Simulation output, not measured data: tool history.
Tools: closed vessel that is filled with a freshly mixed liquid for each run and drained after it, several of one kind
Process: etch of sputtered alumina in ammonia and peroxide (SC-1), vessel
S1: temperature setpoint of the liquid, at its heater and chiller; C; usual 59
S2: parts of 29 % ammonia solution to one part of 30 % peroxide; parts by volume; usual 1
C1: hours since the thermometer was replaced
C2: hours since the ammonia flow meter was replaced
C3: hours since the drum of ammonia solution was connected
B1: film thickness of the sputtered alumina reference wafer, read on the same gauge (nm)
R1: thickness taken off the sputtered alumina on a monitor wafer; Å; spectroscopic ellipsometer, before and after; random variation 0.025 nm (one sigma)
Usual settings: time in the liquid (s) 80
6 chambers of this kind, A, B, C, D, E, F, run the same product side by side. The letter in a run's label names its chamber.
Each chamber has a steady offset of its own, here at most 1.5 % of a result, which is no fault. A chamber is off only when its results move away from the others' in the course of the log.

At hour 1.1: chamber A: new drum of ammonia solution connected.
Run 1D, hour 11.2: usual settings; C1 212; C2 1152.9; C3 363.7; B1 140.01. Result: R1 62.487 Å.
Run 2C, hour 22.9: usual settings; C1 819.5; C2 389.8; C3 945.6; B1 139.98. Result: R1 62.315 Å.
At hour 23.8: chamber E: ammonia flow meter replaced.
Run 3A, hour 30.6: usual settings; C1 481; C2 71.8; C3 29.6; B1 140. Result: R1 63.013 Å.
Run 4B, hour 42.9: usual settings; C1 413.6; C2 1125; C3 777.8; B1 140. Result: R1 62.494 Å.
Run 5F, hour 53.3: usual settings but S2 0.85 parts by volume; C1 303.3; C2 398.1; C3 227.9; B1 140.01. Result: R1 61.359 Å.
Run 6E, hour 64.1: usual settings but S2 0.85 parts by volume; C1 697.8; C2 40.4; C3 382.8; B1 139.95. Result: R1 62.125 Å.
At hour 69.3: chamber E: new drum of ammonia solution connected.
At hour 72.6: chamber C: new drum of ammonia solution connected.
Run 7B, hour 73.4: usual settings but S2 0.85 parts by volume; C1 444.1; C2 1155.5; C3 808.3; B1 140. Result: R1 61.87 Å.
Run 8F, hour 84.8: usual settings but S2 0.85 parts by volume; C1 334.8; C2 429.6; C3 259.4; B1 140.02. Result: R1 61.134 Å.
At hour 85.2: chamber D: new drum of ammonia solution connected.
Run 9D, hour 90.6: usual settings but S2 0.85 parts by volume; C1 291.4; C2 1232.3; C3 5.4; B1 139.96. Result: R1 62.07 Å.
Run 10E, hour 96.1: usual settings but S2 0.85 parts by volume; C1 729.8; C2 72.4; C3 26.9; B1 140.02. Result: R1 62.049 Å.
Run 11C, hour 102.4: usual settings; C1 899; C2 469.3; C3 29.9; B1 139.99. Result: R1 62.545 Å.
Run 12A, hour 109.5: usual settings; C1 559.9; C2 150.7; C3 108.5; B1 139.98. Result: R1 62.865 Å.
Run 13A, hour 120.3: usual settings; C1 570.7; C2 161.5; C3 119.3; B1 140.03. Result: R1 62.79 Å.
Run 14B, hour 129.7: usual settings; C1 500.4; C2 1211.8; C3 864.6; B1 139.99. Result: R1 62.415 Å.
At hour 132.3: chamber E: thermometer replaced.
Run 15D, hour 140.2: usual settings; C1 341; C2 1281.9; C3 55; B1 140.01. Result: R1 63.467 Å.
Run 16C, hour 150.9: usual settings; C1 947.5; C2 517.8; C3 78.4; B1 139.99. Result: R1 62.659 Å.
Run 17E, hour 159.9: usual settings but S2 1.15 parts by volume; C1 27.7; C2 136.2; C3 90.7; B1 139.93. Result: R1 63.856 Å.
Run 18F, hour 172.1: usual settings but S2 1.15 parts by volume; C1 422.1; C2 516.9; C3 346.7; B1 140.03. Result: R1 63.782 Å.
Run 19D, hour 183.4: usual settings but S2 1.15 parts by volume; C1 384.2; C2 1325.1; C3 98.2; B1 140.01. Result: R1 64.538 Å.
Run 20B, hour 195.9: usual settings but S2 1.15 parts by volume; C1 566.6; C2 1278; C3 930.8; B1 140.04. Result: R1 63.384 Å.
Run 21E, hour 204.3: usual settings but S2 1.15 parts by volume; C1 72.1; C2 180.6; C3 135.1; B1 140.01. Result: R1 64.26 Å.
At hour 208.5: chamber F: ammonia flow meter replaced.
Run 22F, hour 212.6: usual settings but S2 1.15 parts by volume; C1 462.6; C2 4.1; C3 387.2; B1 140.02. Result: R1 62.957 Å.
Run 23C, hour 223.7: usual settings but S1 51.5 C, S2 1.2 parts by volume; C1 1020.3; C2 590.6; C3 151.2; B1 140.02. Result: R1 42.611 Å.
At hour 224.5: chamber F: thermometer replaced.
Run 24A, hour 236.1: usual settings but S1 51.5 C, S2 1.2 parts by volume; C1 686.5; C2 277.3; C3 235.1; B1 140.06. Result: R1 43.062 Å.
Run 25A, hour 246.9: usual settings but S1 51.5 C, S2 1.2 parts by volume; C1 697.3; C2 288.1; C3 245.9; B1 140.03. Result: R1 42.979 Å.
Run 26E, hour 252.7: usual settings but S1 51.5 C, S2 1.2 parts by volume; C1 120.5; C2 229; C3 183.5; B1 140.02. Result: R1 43.234 Å.
At hour 260.3: chamber B: new drum of ammonia solution connected.
Run 27F, hour 263: usual settings but S1 51.5 C, S2 1.2 parts by volume; C1 38.5; C2 54.5; C3 437.6; B1 139.97. Result: R1 42.639 Å.
Run 28B, hour 273: usual settings but S1 51.5 C, S2 1.2 parts by volume; C1 643.7; C2 1355.1; C3 12.8; B1 140.01. Result: R1 42.587 Å.
Run 29C, hour 283.7: usual settings; C1 1080.3; C2 650.6; C3 211.2; B1 140.03. Result: R1 61.85 Å.
Run 30D, hour 293.9: usual settings; C1 494.7; C2 1435.6; C3 208.7; B1 139.98. Result: R1 65.261 Å.
Run 31F, hour 300.2: usual settings; C1 75.7; C2 91.7; C3 474.8; B1 139.99. Result: R1 62.24 Å.
Run 32E, hour 310.6: usual settings; C1 178.4; C2 286.9; C3 241.4; B1 139.97. Result: R1 63.331 Å.
Run 33D, hour 318.7: usual settings; C1 519.5; C2 1460.4; C3 233.5; B1 139.95. Result: R1 65.287 Å.
At hour 321.5: chamber A: new drum of ammonia solution connected.
Run 34B, hour 328.5: usual settings; C1 699.2; C2 1410.6; C3 68.3; B1 139.96. Result: R1 62.616 Å.
Run 35C, hour 333.9: usual settings; C1 1130.5; C2 700.8; C3 261.4; B1 140.01. Result: R1 62.863 Å.
At hour 338.7: chamber A: thermometer replaced.
Run 36A, hour 341.9: usual settings; C1 3.2; C2 383.1; C3 20.5; B1 140.03. Result: R1 63.132 Å.
Run 37D, hour 349.1: usual settings; C1 549.9; C2 1490.8; C3 263.9; B1 140.05. Result: R1 65.766 Å.
At hour 349.2: chamber C: ammonia flow meter replaced.
Run 38C, hour 360.5: usual settings; C1 1157.1; C2 11.4; C3 288; B1 139.98. Result: R1 62.9 Å.
Run 39B, hour 366.6: usual settings; C1 737.3; C2 1448.7; C3 106.4; B1 140.01. Result: R1 62.893 Å.

Is one chamber off against the others, does the gauge drift, or is nothing wrong? If a chamber is off, say which, and what the likeliest cause is.

Chamber D drifts away from the others.
Cause: liquid hotter than its thermometer reads (K) = 1.05.

Here are 4 candidates for chamber D's next run, each the usual settings with a change, their results left as question marks. Which one brings its results back in line with what the others give on the usual settings?
In line means no further than this from the other chambers' mean on the usual settings: R1 0.9 Å
Run 40D-1, hour 375.6: usual settings but S1 59.5 C. Result: R1 ?.
Run 40D-2, hour 375.6: usual settings but S1 58 C. Result: R1 ?.
Run 40D-3, hour 375.6: usual settings but time in the liquid (s) 85. Result: R1 ?.
Run 40D-4, hour 375.6: usual settings but S1 58.5 C. Result: R1 ?.

The other chambers' mean on the usual settings: R1 62.653 Å
  run      R1
40D-1  68.102
40D-2  63.049
40D-3  70.529
40D-4  64.696
40D-2 brings the chamber back in line.
